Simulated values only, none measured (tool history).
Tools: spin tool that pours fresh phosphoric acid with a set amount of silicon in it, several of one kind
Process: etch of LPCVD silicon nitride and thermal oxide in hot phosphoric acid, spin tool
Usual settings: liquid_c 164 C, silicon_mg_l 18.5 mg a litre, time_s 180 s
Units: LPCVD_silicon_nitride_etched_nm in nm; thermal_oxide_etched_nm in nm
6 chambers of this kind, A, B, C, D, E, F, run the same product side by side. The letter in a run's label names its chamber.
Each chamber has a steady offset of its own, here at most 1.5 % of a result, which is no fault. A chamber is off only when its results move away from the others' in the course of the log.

| run | hour | liquid_c | silicon_mg_l | time_s | hours since the thermometer was replaced | hours since the dissolved silicon flow meter was replaced | hours since the heated supply line was repaired | read-back film thickness of the LPCVD silicon nitride reference wafer, read on the same gauge (nm) | read-back film thickness of the thermal oxide reference wafer, read on the same gauge (nm) | LPCVD_silicon_nitride_etched_nm | thermal_oxide_etched_nm |
|---|---|---|---|---|---|---|---|---|---|---|---|
| 1E | 5.2 | 164 | 18.5 | 180 | 298.4 | 61.3 | 121.0 | 139.99 | 79.983 | 17.047 | 0.45874 |
| 2D | 10.2 | 164 | 18.5 | 180 | 773.9 | 249.0 | 1459.7 | 140.02 | 80.032 | 17.267 | 0.42476 |
| 3C | 13.9 | 164 | 18.5 | 180 | 337.8 | 389.4 | 870.2 | 140.01 | 80.002 | 16.885 | 0.48044 |
| 4F | 18.3 | 164 | 18.5 | 180 | 698.4 | 949.1 | 1670.6 | 140.00 | 80.017 | 17.486 | 0.45519 |
| 5B | 24.8 | 164 | 18.5 | 145 | 2232.7 | 81.7 | 479.1 | 140.02 | 80.034 | 13.827 | 0.35455 |
| 6A | 27.9 | 164 | 18.5 | 145 | 190.0 | 337.8 | 1824.4 | 140.00 | 80.005 | 13.921 | 0.38197 |
| 7D | 31.5 | 164 | 18.5 | 145 | 795.2 | 270.3 | 1481.0 | 140.00 | 79.992 | 13.759 | 0.36994 |
| 8A | 35.5 | 164 | 18.5 | 145 | 197.6 | 345.4 | 1832.0 | 139.99 | 80.005 | 13.806 | 0.32567 |
| 9B | 41.8 | 164 | 18.5 | 145 | 2249.7 | 98.7 | 496.1 | 139.99 | 79.992 | 13.998 | 0.32139 |
| 10C | 46.3 | 164 | 18.5 | 145 | 370.2 | 421.8 | 902.6 | 139.99 | 79.977 | 13.767 | 0.34771 |
| 11F | 50.6 | 164 | 18.5 | 180 | 730.7 | 981.4 | 1702.9 | 140.00 | 80.028 | 17.079 | 0.46016 |
| 12E | 55.3 | 164 | 18.5 | 180 | 348.5 | 111.4 | 171.1 | 140.00 | 80.027 | 17.104 | 0.46819 |
| 13B | 59.6 | 164 | 18.5 | 180 | 2267.5 | 116.5 | 513.9 | 139.99 | 80.025 | 17.415 | 0.41403 |
| 14C | 64.8 | 164 | 5.0 | 220 | 388.7 | 440.3 | 921.1 | 140.01 | 80.001 | 20.766 | 0.72139 |
| 15F | 67.9 | 164 | 5.0 | 220 | 748.0 | 998.7 | 1720.2 | 140.03 | 80.025 | 21.025 | 0.76604 |
| 16D | 72.6 | 164 | 5.0 | 220 | 836.3 | 311.4 | 1522.1 | 139.99 | 80.026 | 21.443 | 0.84239 |
| 17E | 76.8 | 164 | 5.0 | 220 | 370.0 | 132.9 | 192.6 | 140.00 | 80.012 | 21.245 | 0.72891 |
| 18A | 81.9 | 164 | 5.0 | 220 | 244.0 | 391.8 | 1878.4 | 139.99 | 79.976 | 20.955 | 0.76807 |
| 19E | 88.5 | 164 | 5.0 | 220 | 381.7 | 144.6 | 204.3 | 140.00 | 80.010 | 20.892 | 0.72662 |
| 20C | 93.2 | 164 | 18.5 | 180 | 417.1 | 468.7 | 949.5 | 140.00 | 80.025 | 17.192 | 0.44749 |
| 21F | 99.1 | 164 | 18.5 | 180 | 779.2 | 1029.9 | 1751.4 | 139.98 | 79.986 | 17.280 | 0.47499 |
| 22D | 103.9 | 164 | 18.5 | 180 | 867.6 | 342.7 | 1553.4 | 139.98 | 79.983 | 17.203 | 0.48617 |
| 23B | 108.7 | 164 | 18.5 | 250 | 2316.6 | 165.6 | 563.0 | 139.97 | 80.013 | 23.733 | 0.64825 |
| 24A | 112.1 | 164 | 18.5 | 250 | 274.2 | 422.0 | 1908.6 | 139.99 | 79.950 | 24.105 | 0.56086 |
| 25D | 118.7 | 164 | 18.5 | 250 | 882.4 | 357.5 | 1568.2 | 140.00 | 80.028 | 23.928 | 0.64480 |
| 26B | 122.4 | 164 | 18.5 | 250 | 2330.3 | 179.3 | 576.7 | 139.97 | 79.984 | 24.159 | 0.60408 |
| 27F | 128.1 | 164 | 18.5 | 250 | 808.2 | 1058.9 | 1780.4 | 140.01 | 79.992 | 24.193 | 0.60921 |
|  | 132.7 | chamber C: dissolved silicon flow meter replaced |
| 28C | 133.0 | 164 | 18.5 | 250 | 456.9 | 0.3 | 989.3 | 140.00 | 80.048 | 23.663 | 0.59342 |
| 29E | 137.3 | 164 | 18.5 | 180 | 430.5 | 193.4 | 253.1 | 140.02 | 79.993 | 17.026 | 0.38324 |
| 30A | 140.6 | 164 | 18.5 | 180 | 302.7 | 450.5 | 1937.1 | 140.01 | 79.980 | 17.238 | 0.44192 |
| 31A | 143.7 | 164 | 18.5 | 180 | 305.8 | 453.6 | 1940.2 | 140.00 | 79.985 | 17.280 | 0.46684 |
| 32B | 147.6 | 164 | 18.5 | 180 | 2355.5 | 204.5 | 601.9 | 139.99 | 80.007 | 17.351 | 0.43681 |
| 33C | 152.8 | 164 | 18.5 | 180 | 476.7 | 20.1 | 1009.1 | 140.00 | 79.990 | 17.167 | 0.41999 |
| 34D | 159.3 | 164 | 8.5 | 180 | 923.0 | 398.1 | 1608.8 | 140.00 | 79.993 | 17.179 | 0.56060 |
| 35F | 164.3 | 164 | 8.5 | 180 | 844.4 | 1095.1 | 1816.6 | 140.01 | 79.953 | 17.189 | 0.56459 |
| 36E | 168.0 | 164 | 8.5 | 180 | 461.2 | 224.1 | 283.8 | 139.98 | 80.022 | 17.397 | 0.57497 |
| 37D | 173.6 | 164 | 8.5 | 180 | 937.3 | 412.4 | 1623.1 | 140.01 | 80.037 | 17.180 | 0.59824 |

All 6 chambers run these settings next. Forecast each chamber's results:
| 38A | 178.4 | 162 | 18.5 | 180 |  |  |  |  |  | ? | ? |
| 38B | 178.4 | 162 | 18.5 | 180 |  |  |  |  |  | ? | ? |
| 38C | 178.4 | 162 | 18.5 | 180 |  |  |  |  |  | ? | ? |
| 38D | 178.4 | 162 | 18.5 | 180 |  |  |  |  |  | ? | ? |
| 38E | 178.4 | 162 | 18.5 | 180 |  |  |  |  |  | ? | ? |
| 38F | 178.4 | 162 | 18.5 | 180 |  |  |  |  |  | ? | ? |

| run | LPCVD_silicon_nitride_etched_nm | thermal_oxide_etched_nm |
|---|---|---|
| 38A | 16.255 | 0.43178 |
| 38B | 16.099 | 0.36414 |
| 38C | 16.130 | 0.36647 |
| 38D | 15.968 | 0.39619 |
| 38E | 16.194 | 0.34383 |
| 38F | 15.899 | 0.38112 |
